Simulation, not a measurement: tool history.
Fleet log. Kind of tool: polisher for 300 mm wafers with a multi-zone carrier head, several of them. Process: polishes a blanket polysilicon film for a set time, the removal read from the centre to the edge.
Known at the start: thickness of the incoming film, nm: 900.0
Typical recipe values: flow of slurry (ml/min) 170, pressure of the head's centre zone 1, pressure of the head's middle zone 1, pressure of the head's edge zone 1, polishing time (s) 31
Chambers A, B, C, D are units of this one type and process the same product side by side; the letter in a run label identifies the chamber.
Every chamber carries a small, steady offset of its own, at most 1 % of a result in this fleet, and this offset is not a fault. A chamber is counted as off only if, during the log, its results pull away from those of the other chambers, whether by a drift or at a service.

run	hour	flow of slurry (ml/min)	pressure of the head's centre zone	pressure of the head's middle zone	pressure of the head's edge zone	polishing time (s)	wafers polished on this pad	hours since the slurry nozzle was cleaned	hours since the centre zone pressure was calibrated	hours since the edge zone pressure was calibrated	film removed at the wafer's centre (nm)	film removed at mid-radius (nm)	film removed at the wafer's edge (nm)
1D	7.4	170	1	1	1	31	150	412.4	595.9	624.7	287.08	284.14	287.08
# hour 15.4: chamber A: worn pad replaced by a new one
2B	16.6	170	1	1	1	31	702	349.9	538.8	844.2	286.34	281.94	282.73
3C	23.9	170	1	1	1	31	1182	734.2	707.5	539.6	284.97	281.9	286.34
4A	38.7	170	1	1	1	31	290	65.6	556.4	463.1	284.03	286.2	282.21
# hour 51.5: chamber C: worn pad replaced by a new one
5B	52	170	0.92	1	1	31	1142	385.3	574.2	879.6	259.54	286.31	284.27
6A	64.6	170	0.92	1	1	31	612	91.5	582.3	489	261.91	280.47	282.3
7D	74.5	170	0.92	1	1	31	984	479.5	663	691.8	261.45	285.41	284.14
# hour 77.1: chamber D: worn pad replaced by a new one
# hour 82.9: chamber B: worn pad replaced by a new one
8C	88.1	170	0.92	1	1	31	455	798.4	771.7	603.8	259.23	287.36	284.61
9B	97.2	170	1	1	1	31	178	430.5	619.4	924.8	282.62	285.32	285.14
# hour 98.2: chamber A: worn pad replaced by a new one
10C	111.8	170	1	1	1	31	749	822.1	795.4	627.5	284.46	291.68	284.96
# hour 114.6: chamber B: edge zone pressure recalibrated
11D	119.6	170	1	1	1	31	529	524.6	708.1	736.9	287.07	282.8	281.55
# hour 128: chamber A: edge zone pressure recalibrated
12A	128	170	1	1	1.08	31	370	154.9	645.7	0.1	284.88	283.2	295.34
# hour 133.9: chamber D: slurry nozzle cleaned
13B	135.6	170	1	1	1.08	31	655	468.9	657.8	21.1	283.04	285.42	296.6
14A	144.8	170	1	1	1.08	31	579	171.7	662.5	16.9	285.87	291.26	293.6
15C	153.7	170	1	1	1.08	31	1270	864	837.3	669.4	285.72	282.58	296.97
# hour 162.1: chamber D: worn pad replaced by a new one
16D	169.1	170	1	1	1	31	87	35.3	757.6	786.4	287.26	289.97	284.18
# hour 170.8: chamber C: worn pad replaced by a new one
17C	181	170	1	1	1	31	127	891.3	864.6	696.7	289.12	284.95	290.94
# hour 184: chamber A: worn pad replaced by a new one
18A	189.5	170	1	1	1	31	69	216.4	707.2	61.6	282.54	281.1	287.01
# hour 194.9: chamber C: slurry nozzle cleaned
19B	198.7	170	1	1	1	31	1439	532	720.9	84.2	282.85	282.97	282.43
# hour 199.3: chamber A: centre zone pressure recalibrated
20D	206.1	170	1	1	1	31	547	72.3	794.6	823.4	286.31	289.28	281.85
# hour 212.6: chamber B: worn pad replaced by a new one
21A	217.5	170	1	1	1	31	417	244.4	18.2	89.6	284.7	281.94	284.88
# hour 223.6: chamber D: edge zone pressure recalibrated
22D	232.4	170	1	1	1	31	874	98.6	820.9	8.9	283.45	284.39	285.78
# hour 240.2: chamber B: centre zone pressure recalibrated
# hour 243.3: chamber D: worn pad replaced by a new one
23B	245.9	170	1	1	1	31	414	579.2	5.8	131.4	260.15	283.56	283.6
24C	254.4	170	1	1	1	31	1039	59.6	938	770.1	282.75	287.79	285.78
25A	267.7	170	1	1	1	31	1041	294.6	68.4	139.8	289.57	287.47	283.93
# hour 273.4: chamber A: worn pad replaced by a new one
26C	282	170	1	1	1	31	1382	87.2	965.6	797.7	287.12	286.38	285.27
# hour 286.9: chamber A: slurry nozzle cleaned
27B	290.4	170	1	1	1.08	31	967	623.7	50.3	175.9	260.81	279.19	294.52
# hour 291.1: chamber C: worn pad replaced by a new one
28D	304.1	170	1	1	1.08	31	756	170.3	892.6	80.6	284.55	287.87	292.32
29A	312.3	170	1	1	1.08	31	484	25.5	113	184.4	285.48	287.98	291.6
30D	319.2	170	1	1	1.08	31	943	185.4	907.7	95.7	282.84	284.65	298.62
# hour 321.1: chamber D: worn pad replaced by a new one
31B	330.3	170	1	1	1	31	1462	663.6	90.2	215.8	262.3	282.08	282.92
32C	338.3	170	1	1	1.05	31	587	143.5	1021.9	854	277.38	287.12	290.18
33C	345.1	170	1	1	1.05	31	671	150.3	1028.7	860.8	280.35	286.99	297.16
# hour 346.3: chamber B: worn pad replaced by a new one
# hour 348.4: chamber A: worn pad replaced by a new one
34D	356.2	170	1	1	1.05	31	436	222.4	944.7	132.7	285.63	282.91	293.6
35A	366	170	1	1	1.05	31	219	79.2	166.7	238.1	285.32	284.3	288
36B	376.3	170	1.08	1.11	1	31	373	709.6	136.2	261.8	286.58	312.88	281.6
37A	386.6	170	1.08	1.11	1	31	475	99.8	187.3	258.7	311.59	309.77	283.16
38D	401.2	170	1.08	1.11	1	31	995	267.4	989.7	177.7	308.9	312.81	281.7

Which is it: a chamber that has drifted or been left off by a service, a gauge drift common to all chambers, or only each chamber's usual small offset? If a chamber is off, name it and its likeliest cause.

The work done on chamber B during a service left it standing apart from the others.
Likeliest cause: centre zone's pressure below its setpoint, % = 7.12.

Chamber B could run next with any of the 4 candidate recipes listed below; each alters the usual settings, and their results appear as question marks. Which one brings its results back in line with what the other chambers deliver on the usual settings?
In-line tolerance around the mean of the other chambers on the usual settings: film removed at the wafer's centre (nm) 8.5; film removed at mid-radius (nm) 9.1; film removed at the wafer's edge (nm) 8.2
39B-1	412.3	170	0.98	1	1.01	31					?	?	?
39B-2	412.3	170	1.02	1	0.99	31					?	?	?
39B-3	412.3	165	0.94	1.01	1.02	31					?	?	?
39B-4	412.3	175	1.07	0.99	0.98	31					?	?	?

Other chambers, usual settings, mean: film removed at the wafer's centre (nm) 284.62; film removed at mid-radius (nm) 285.15; film removed at the wafer's edge (nm) 284.41
run	film removed at the wafer's centre (nm)	film removed at mid-radius (nm)	film removed at the wafer's edge (nm)
39B-1	257.38	280.96	287.33
39B-2	268.93	280.91	284.29
39B-3	244.44	282.14	287.74
39B-4	284.89	279.62	283.8
The right change is 39B-4: it brings the chamber back within the allowed miss of the others.

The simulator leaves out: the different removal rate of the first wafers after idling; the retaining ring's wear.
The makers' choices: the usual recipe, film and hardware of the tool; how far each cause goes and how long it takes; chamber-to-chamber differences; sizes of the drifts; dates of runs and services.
